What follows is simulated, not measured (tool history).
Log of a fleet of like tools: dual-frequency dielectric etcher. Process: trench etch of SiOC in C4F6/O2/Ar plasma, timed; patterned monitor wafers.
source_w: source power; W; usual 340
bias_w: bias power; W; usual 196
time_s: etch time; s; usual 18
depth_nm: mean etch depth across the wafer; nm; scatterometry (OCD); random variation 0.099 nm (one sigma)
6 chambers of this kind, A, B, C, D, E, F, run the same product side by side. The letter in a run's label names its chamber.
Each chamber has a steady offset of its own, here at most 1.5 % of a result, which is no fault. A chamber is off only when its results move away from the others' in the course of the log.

run	hour	source_w	bias_w	time_s	read-back reference wafer on the same gauge, depth_nm	depth_nm
# hour 2.2: chamber B: wet clean of the chamber
1C	10.7	340	196	18	32.205	36.241
2A	18.1	340	196	18	32.204	36.387
# hour 22.3: chamber D: wet clean of the chamber
3E	30.3	340	196	18	32.187	35.358
4F	36.2	340	196	18	32.197	36.230
5B	49.7	340	196	18	32.215	35.801
# hour 57.7: chamber A: wet clean of the chamber
6D	61.9	340	196	20	32.184	39.676
7E	72.2	340	196	20	32.197	39.553
8D	80.2	340	196	20	32.197	39.965
9F	89.4	340	196	20	32.205	40.432
# hour 91.3: chamber F: wet clean of the chamber
# hour 94.8: chamber E: wet clean of the chamber
10A	101.3	340	196	20	32.203	40.226
11B	110.0	340	196	20	32.205	39.820
12C	117.8	340	196	18	32.229	36.500
13E	124.1	340	196	18	32.200	35.728
14F	134.7	340	196	18	32.202	36.092
15A	142.4	340	196	18	32.225	36.228
16D	152.5	420	196	18	32.198	38.906
17C	164.3	420	196	18	32.226	39.464
18B	175.7	420	196	18	32.196	38.992
# hour 176.1: chamber C: wet clean of the chamber
19C	183.5	420	196	18	32.208	38.643
20A	196.0	420	196	18	32.199	39.348
21D	202.5	420	196	18	32.212	38.974
22F	214.0	340	196	18	32.193	36.224
# hour 214.3: chamber F: bias power generator calibrated
23E	227.0	340	196	18	32.217	35.673
24B	240.4	340	196	18	32.195	35.699
25F	247.9	340	196	18	32.190	36.331
26A	255.4	340	196	18	32.193	36.172
27E	265.7	340	196	18	32.207	35.634
28C	277.8	340	196	18	32.199	35.592
29D	287.8	400	196	18	32.205	38.115
30B	294.7	400	196	18	32.195	38.163
31C	301.0	400	196	18	32.177	37.884
32B	307.5	400	196	18	32.201	38.104
33E	317.8	400	196	18	32.194	37.819
34F	330.8	400	196	18	32.193	38.642
35D	343.0	410	161	18	32.178	36.501
36A	355.3	410	161	18	32.183	36.701
37D	363.8	410	161	18	32.200	36.193
38B	371.6	410	161	18	32.194	35.881
39C	378.8	410	161	18	32.223	36.072
40F	388.9	410	161	18	32.221	36.553
41E	398.0	340	196	18	32.199	35.394
42A	405.5	340	196	18	32.209	36.265
43C	418.4	340	196	18	32.184	35.588
44D	431.9	340	196	18	32.195	35.852

All 6 chambers run these settings next. Forecast each chamber's results:
45A	441.6	340	167	18		?
45B	441.6	340	167	18		?
45C	441.6	340	167	18		?
45D	441.6	340	167	18		?
45E	441.6	340	167	18		?
45F	441.6	340	167	18		?

run	depth_nm
45A	34.581
45B	33.944
45C	33.713
45D	34.243
45E	33.684
45F	34.430

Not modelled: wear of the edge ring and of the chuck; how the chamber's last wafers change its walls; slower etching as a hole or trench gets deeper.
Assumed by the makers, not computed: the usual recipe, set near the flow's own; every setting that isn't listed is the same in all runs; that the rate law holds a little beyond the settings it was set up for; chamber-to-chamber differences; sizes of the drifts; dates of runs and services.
